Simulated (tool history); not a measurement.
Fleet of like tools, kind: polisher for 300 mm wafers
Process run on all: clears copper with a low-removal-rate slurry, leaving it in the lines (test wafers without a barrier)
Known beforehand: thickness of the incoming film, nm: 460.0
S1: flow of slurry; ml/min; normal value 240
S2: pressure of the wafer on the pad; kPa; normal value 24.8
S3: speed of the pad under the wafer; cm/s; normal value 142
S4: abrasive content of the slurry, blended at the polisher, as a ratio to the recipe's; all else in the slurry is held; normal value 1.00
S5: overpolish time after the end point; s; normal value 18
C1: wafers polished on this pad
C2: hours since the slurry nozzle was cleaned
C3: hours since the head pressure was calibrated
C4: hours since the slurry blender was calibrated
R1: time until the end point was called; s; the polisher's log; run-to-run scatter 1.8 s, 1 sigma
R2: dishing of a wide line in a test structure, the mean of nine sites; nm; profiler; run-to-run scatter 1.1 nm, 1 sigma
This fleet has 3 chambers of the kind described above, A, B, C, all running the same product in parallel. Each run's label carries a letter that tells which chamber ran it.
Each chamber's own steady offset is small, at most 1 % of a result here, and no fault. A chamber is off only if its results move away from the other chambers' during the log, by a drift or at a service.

{"hour": 1.6, "done": "chamber B: worn pad replaced by a new one"}
{"run": "1C", "hour": 7.3, "S1": 240, "S2": 24.8, "S3": 142, "S4": 1.0, "S5": 18, "C1": 811, "C2": 204.1, "C3": 939.9, "C4": 120.4, "R1": 96.793, "R2": 51.881}
{"run": "2A", "hour": 17.7, "S1": 240, "S2": 24.8, "S3": 142, "S4": 1.0, "S5": 18, "C1": 898, "C2": 175.0, "C3": 567.4, "C4": 299.4, "R1": 102.45, "R2": 52.319}
{"run": "3B", "hour": 26.2, "S1": 240, "S2": 24.8, "S3": 142, "S4": 1.0, "S5": 18, "C1": 245, "C2": 464.2, "C3": 157.3, "C4": 66.5, "R1": 97.333, "R2": 55.163}
{"hour": 28.0, "done": "chamber A: worn pad replaced by a new one"}
{"hour": 36.3, "done": "chamber C: head pressure recalibrated"}
{"run": "4C", "hour": 36.4, "S1": 240, "S2": 24.8, "S3": 142, "S4": 1.0, "S5": 18, "C1": 1101, "C2": 233.2, "C3": 0.1, "C4": 149.5, "R1": 96.923, "R2": 53.037}
{"hour": 43.2, "done": "chamber C: worn pad replaced by a new one"}
{"run": "5B", "hour": 45.8, "S1": 240, "S2": 24.8, "S3": 142, "S4": 1.0, "S5": 18, "C1": 441, "C2": 483.8, "C3": 176.9, "C4": 86.1, "R1": 98.412, "R2": 55.816}
{"run": "6A", "hour": 60.7, "S1": 240, "S2": 24.8, "S3": 142, "S4": 1.0, "S5": 18, "C1": 326, "C2": 218.0, "C3": 610.4, "C4": 342.4, "R1": 94.964, "R2": 54.121}
{"run": "7C", "hour": 72.8, "S1": 240, "S2": 24.8, "S3": 142, "S4": 1.0, "S5": 18, "C1": 295, "C2": 269.6, "C3": 36.5, "C4": 185.9, "R1": 99.437, "R2": 54.185}
{"hour": 79.2, "done": "chamber B: slurry blender recalibrated"}
{"hour": 80.3, "done": "chamber B: worn pad replaced by a new one"}
{"run": "8B", "hour": 86.2, "S1": 240, "S2": 24.8, "S3": 142, "S4": 1.0, "S5": 18, "C1": 59, "C2": 524.2, "C3": 217.3, "C4": 7.0, "R1": 98.66, "R2": 54.677}
{"run": "9A", "hour": 93.8, "S1": 240, "S2": 24.8, "S3": 142, "S4": 1.0, "S5": 18, "C1": 657, "C2": 251.1, "C3": 643.5, "C4": 375.5, "R1": 98.378, "R2": 55.136}
{"hour": 99.6, "done": "chamber A: slurry blender recalibrated"}
{"run": "10B", "hour": 103.8, "S1": 240, "S2": 24.8, "S3": 142, "S4": 1.0, "S5": 18, "C1": 234, "C2": 541.8, "C3": 234.9, "C4": 24.6, "R1": 98.545, "R2": 54.948}
{"run": "11A", "hour": 117.0, "S1": 240, "S2": 24.8, "S3": 142, "S4": 1.0, "S5": 18, "C1": 888, "C2": 274.3, "C3": 666.7, "C4": 17.5, "R1": 98.988, "R2": 53.25}
{"hour": 123.7, "done": "chamber A: worn pad replaced by a new one"}
{"run": "12C", "hour": 128.1, "S1": 240, "S2": 24.8, "S3": 184, "S4": 0.9, "S5": 18, "C1": 847, "C2": 324.9, "C3": 91.8, "C4": 241.2, "R1": 77.847, "R2": 66.383}
{"hour": 139.2, "done": "chamber A: slurry nozzle cleaned"}
{"run": "13C", "hour": 141.9, "S1": 240, "S2": 24.8, "S3": 184, "S4": 0.9, "S5": 18, "C1": 985, "C2": 338.7, "C3": 105.6, "C4": 255.0, "R1": 76.615, "R2": 64.778}
{"run": "14B", "hour": 151.6, "S1": 240, "S2": 24.8, "S3": 184, "S4": 0.9, "S5": 18, "C1": 712, "C2": 589.6, "C3": 282.7, "C4": 72.4, "R1": 78.306, "R2": 62.352}
{"hour": 153.7, "done": "chamber B: worn pad replaced by a new one"}
{"run": "15A", "hour": 162.4, "S1": 240, "S2": 24.8, "S3": 142, "S4": 1.0, "S5": 18, "C1": 386, "C2": 23.3, "C3": 712.1, "C4": 62.9, "R1": 95.371, "R2": 55.018}
{"run": "16A", "hour": 173.3, "S1": 240, "S2": 24.8, "S3": 142, "S4": 1.0, "S5": 18, "C1": 495, "C2": 34.2, "C3": 723.0, "C4": 73.8, "R1": 94.412, "R2": 53.152}
{"hour": 178.6, "done": "chamber C: worn pad replaced by a new one"}
{"hour": 178.9, "done": "chamber C: slurry blender recalibrated"}
{"run": "17B", "hour": 185.3, "S1": 240, "S2": 24.8, "S3": 142, "S4": 1.0, "S5": 18, "C1": 315, "C2": 623.3, "C3": 316.4, "C4": 106.1, "R1": 100.12, "R2": 52.021}
{"hour": 196.3, "done": "chamber B: slurry blender recalibrated"}
{"run": "18C", "hour": 200.0, "S1": 240, "S2": 24.8, "S3": 142, "S4": 1.0, "S5": 18, "C1": 214, "C2": 396.8, "C3": 163.7, "C4": 21.2, "R1": 96.595, "R2": 54.209}
{"hour": 202.3, "done": "chamber C: slurry nozzle cleaned"}
{"hour": 202.7, "done": "chamber B: slurry nozzle cleaned"}
{"hour": 205.9, "done": "chamber A: worn pad replaced by a new one"}
{"run": "19C", "hour": 212.7, "S1": 240, "S2": 24.8, "S3": 142, "S4": 1.0, "S5": 18, "C1": 341, "C2": 10.5, "C3": 176.4, "C4": 33.9, "R1": 98.738, "R2": 54.946}
{"run": "20A", "hour": 219.7, "S1": 240, "S2": 24.8, "S3": 142, "S4": 1.0, "S5": 18, "C1": 138, "C2": 80.6, "C3": 769.4, "C4": 120.2, "R1": 99.454, "R2": 53.487}
{"hour": 225.1, "done": "chamber B: worn pad replaced by a new one"}
{"run": "21B", "hour": 229.6, "S1": 240, "S2": 24.8, "S3": 142, "S4": 1.0, "S5": 18, "C1": 44, "C2": 26.9, "C3": 360.7, "C4": 33.4, "R1": 99.905, "R2": 54.496}
{"run": "22B", "hour": 238.5, "S1": 240, "S2": 24.8, "S3": 142, "S4": 1.0, "S5": 18, "C1": 133, "C2": 35.8, "C3": 369.6, "C4": 42.3, "R1": 97.284, "R2": 55.295}
{"run": "23C", "hour": 248.4, "S1": 240, "S2": 24.8, "S3": 142, "S4": 0.75, "S5": 24, "C1": 697, "C2": 46.2, "C3": 212.1, "C4": 69.6, "R1": 103.3, "R2": 63.13}
{"run": "24A", "hour": 259.6, "S1": 240, "S2": 24.8, "S3": 142, "S4": 0.75, "S5": 24, "C1": 536, "C2": 120.5, "C3": 809.3, "C4": 160.1, "R1": 102.37, "R2": 62.292}
{"run": "25A", "hour": 271.0, "S1": 240, "S2": 24.8, "S3": 142, "S4": 0.75, "S5": 24, "C1": 650, "C2": 131.9, "C3": 820.7, "C4": 171.5, "R1": 102.27, "R2": 64.35}
{"run": "26B", "hour": 278.0, "S1": 240, "S2": 24.8, "S3": 142, "S4": 1.0, "S5": 18, "C1": 528, "C2": 75.3, "C3": 409.1, "C4": 81.8, "R1": 99.43, "R2": 54.862}
{"run": "27C", "hour": 290.2, "S1": 240, "S2": 24.8, "S3": 142, "S4": 1.0, "S5": 18, "C1": 1114, "C2": 88.0, "C3": 253.9, "C4": 111.4, "R1": 99.911, "R2": 54.864}
{"hour": 301.4, "done": "chamber A: worn pad replaced by a new one"}
{"hour": 302.0, "done": "chamber C: worn pad replaced by a new one"}
{"run": "28C", "hour": 304.5, "S1": 240, "S2": 24.8, "S3": 182, "S4": 1.0, "S5": 18, "C1": 25, "C2": 102.3, "C3": 268.2, "C4": 125.7, "R1": 78.333, "R2": 66.531}
{"run": "29B", "hour": 312.4, "S1": 240, "S2": 24.8, "S3": 182, "S4": 1.0, "S5": 18, "C1": 871, "C2": 109.7, "C3": 443.5, "C4": 116.2, "R1": 75.589, "R2": 64.64}
{"hour": 314.6, "done": "chamber B: worn pad replaced by a new one"}
{"run": "30A", "hour": 327.6, "S1": 240, "S2": 24.8, "S3": 182, "S4": 1.0, "S5": 18, "C1": 262, "C2": 188.5, "C3": 877.3, "C4": 228.1, "R1": 77.914, "R2": 62.605}
{"hour": 332.6, "done": "chamber B: slurry blender recalibrated"}
{"run": "31C", "hour": 338.9, "S1": 240, "S2": 24.8, "S3": 142, "S4": 1.0, "S5": 18, "C1": 369, "C2": 136.7, "C3": 302.6, "C4": 160.1, "R1": 95.43, "R2": 56.097}
{"run": "32B", "hour": 348.8, "S1": 240, "S2": 24.8, "S3": 142, "S4": 1.0, "S5": 18, "C1": 342, "C2": 146.1, "C3": 479.9, "C4": 16.3, "R1": 97.659, "R2": 54.448}
{"run": "33A", "hour": 362.0, "S1": 240, "S2": 24.8, "S3": 142, "S4": 1.0, "S5": 18, "C1": 605, "C2": 222.9, "C3": 911.7, "C4": 262.5, "R1": 100.29, "R2": 55.345}
{"run": "34B", "hour": 376.1, "S1": 240, "S2": 24.8, "S3": 142, "S4": 1.0, "S5": 18, "C1": 614, "C2": 173.4, "C3": 507.2, "C4": 43.6, "R1": 99.622, "R2": 52.663}
{"hour": 384.8, "done": "chamber A: worn pad replaced by a new one"}
{"run": "35C", "hour": 389.3, "S1": 240, "S2": 24.8, "S3": 142, "S4": 1.0, "S5": 18, "C1": 872, "C2": 187.1, "C3": 353.0, "C4": 210.5, "R1": 96.34, "R2": 52.108}
{"run": "36A", "hour": 404.8, "S1": 240, "S2": 24.8, "S3": 142, "S4": 1.0, "S5": 18, "C1": 200, "C2": 265.7, "C3": 954.5, "C4": 305.3, "R1": 94.024, "R2": 56.476}

What goes on in this fleet: one chamber off, a drifting gauge, or nothing beyond the chambers' own small offsets? Name the chamber and the cause, if any.

The fleet is healthy, with each chamber sitting at its usual small offset and no drift in the gauge.
